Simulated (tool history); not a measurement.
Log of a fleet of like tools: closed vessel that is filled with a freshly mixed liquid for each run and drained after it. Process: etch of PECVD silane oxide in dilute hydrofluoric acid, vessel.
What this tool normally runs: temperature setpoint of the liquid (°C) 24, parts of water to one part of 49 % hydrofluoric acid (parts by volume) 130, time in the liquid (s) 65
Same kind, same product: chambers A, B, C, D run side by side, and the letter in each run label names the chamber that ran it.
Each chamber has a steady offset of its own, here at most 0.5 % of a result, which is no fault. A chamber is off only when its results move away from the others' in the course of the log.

| run | hour | temperature setpoint of the liquid (°C) | parts of water to one part of 49 % hydrofluoric acid (parts by volume) | time in the liquid (s) | read-back film thickness of the PECVD silane oxide reference wafer, read on the same gauge (nm) | thickness taken off the PECVD silane oxide on a monitor wafer (angstrom) |
|---|---|---|---|---|---|---|
| 1A | 7.1 | 24 | 130 | 65 | 79.989 | 164.400 |
| 2C | 12.3 | 24 | 130 | 65 | 80.005 | 162.490 |
| 3B | 19.3 | 24 | 130 | 65 | 79.997 | 163.190 |
| 4D | 25.5 | 24 | 130 | 65 | 80.007 | 165.670 |
| 5D | 33.4 | 24 | 130 | 65 | 79.985 | 161.430 |
| 6B | 40.5 | 24 | 130 | 65 | 80.004 | 163.910 |
| 7A | 47.8 | 24 | 130 | 65 | 80.011 | 163.400 |
| 8C | 54.4 | 24 | 130 | 65 | 80.008 | 162.850 |
| 9D | 61.1 | 24 | 130 | 65 | 79.994 | 163.060 |
| 10A | 67.9 | 24 | 130 | 65 | 79.997 | 164.440 |
| 11B | 72.9 | 24 | 130 | 65 | 79.992 | 163.050 |
| 12C | 80.0 | 24 | 130 | 65 | 80.035 | 162.670 |
|  | 80.2 | chamber A: thermometer replaced |
|  | 82.0 | chamber C: hydrofluoric acid flow meter replaced |
| 13D | 88.8 | 24 | 130 | 65 | 80.014 | 162.210 |
| 14B | 97.0 | 24 | 190 | 30 | 80.034 | 47.442 |
| 15A | 103.8 | 24 | 190 | 30 | 80.016 | 47.830 |
| 16C | 108.9 | 24 | 190 | 30 | 79.984 | 47.778 |
| 17D | 115.5 | 24 | 190 | 30 | 79.991 | 48.171 |
| 18A | 119.5 | 24 | 130 | 65 | 80.004 | 162.090 |
| 19C | 125.4 | 24 | 130 | 65 | 79.997 | 160.570 |
| 20B | 129.7 | 24 | 130 | 65 | 79.989 | 163.830 |
| 21A | 136.6 | 24 | 130 | 65 | 79.968 | 162.760 |
| 22C | 141.5 | 24 | 130 | 65 | 79.999 | 163.740 |
| 23D | 149.9 | 24 | 130 | 65 | 79.986 | 163.520 |
| 24B | 157.9 | 24 | 130 | 65 | 80.014 | 161.930 |
| 25C | 164.1 | 24 | 185 | 65 | 80.029 | 107.050 |
| 26B | 167.9 | 24 | 185 | 65 | 79.996 | 106.450 |
| 27A | 175.6 | 24 | 185 | 65 | 80.032 | 107.130 |
| 28D | 180.7 | 24 | 185 | 65 | 80.043 | 108.210 |

Next, all 4 chambers run the settings below, one line each with question marks for the results. What does each chamber give?
| 29A | 187.1 | 24 | 130 | 65 |  | ? |
| 29B | 187.1 | 24 | 130 | 65 |  | ? |
| 29C | 187.1 | 24 | 130 | 65 |  | ? |
| 29D | 187.1 | 24 | 130 | 65 |  | ? |

| run | thickness taken off the PECVD silane oxide on a monitor wafer (angstrom) |
|---|---|
| 29A | 162.730 |
| 29B | 163.290 |
| 29C | 160.440 |
| 29D | 163.480 |

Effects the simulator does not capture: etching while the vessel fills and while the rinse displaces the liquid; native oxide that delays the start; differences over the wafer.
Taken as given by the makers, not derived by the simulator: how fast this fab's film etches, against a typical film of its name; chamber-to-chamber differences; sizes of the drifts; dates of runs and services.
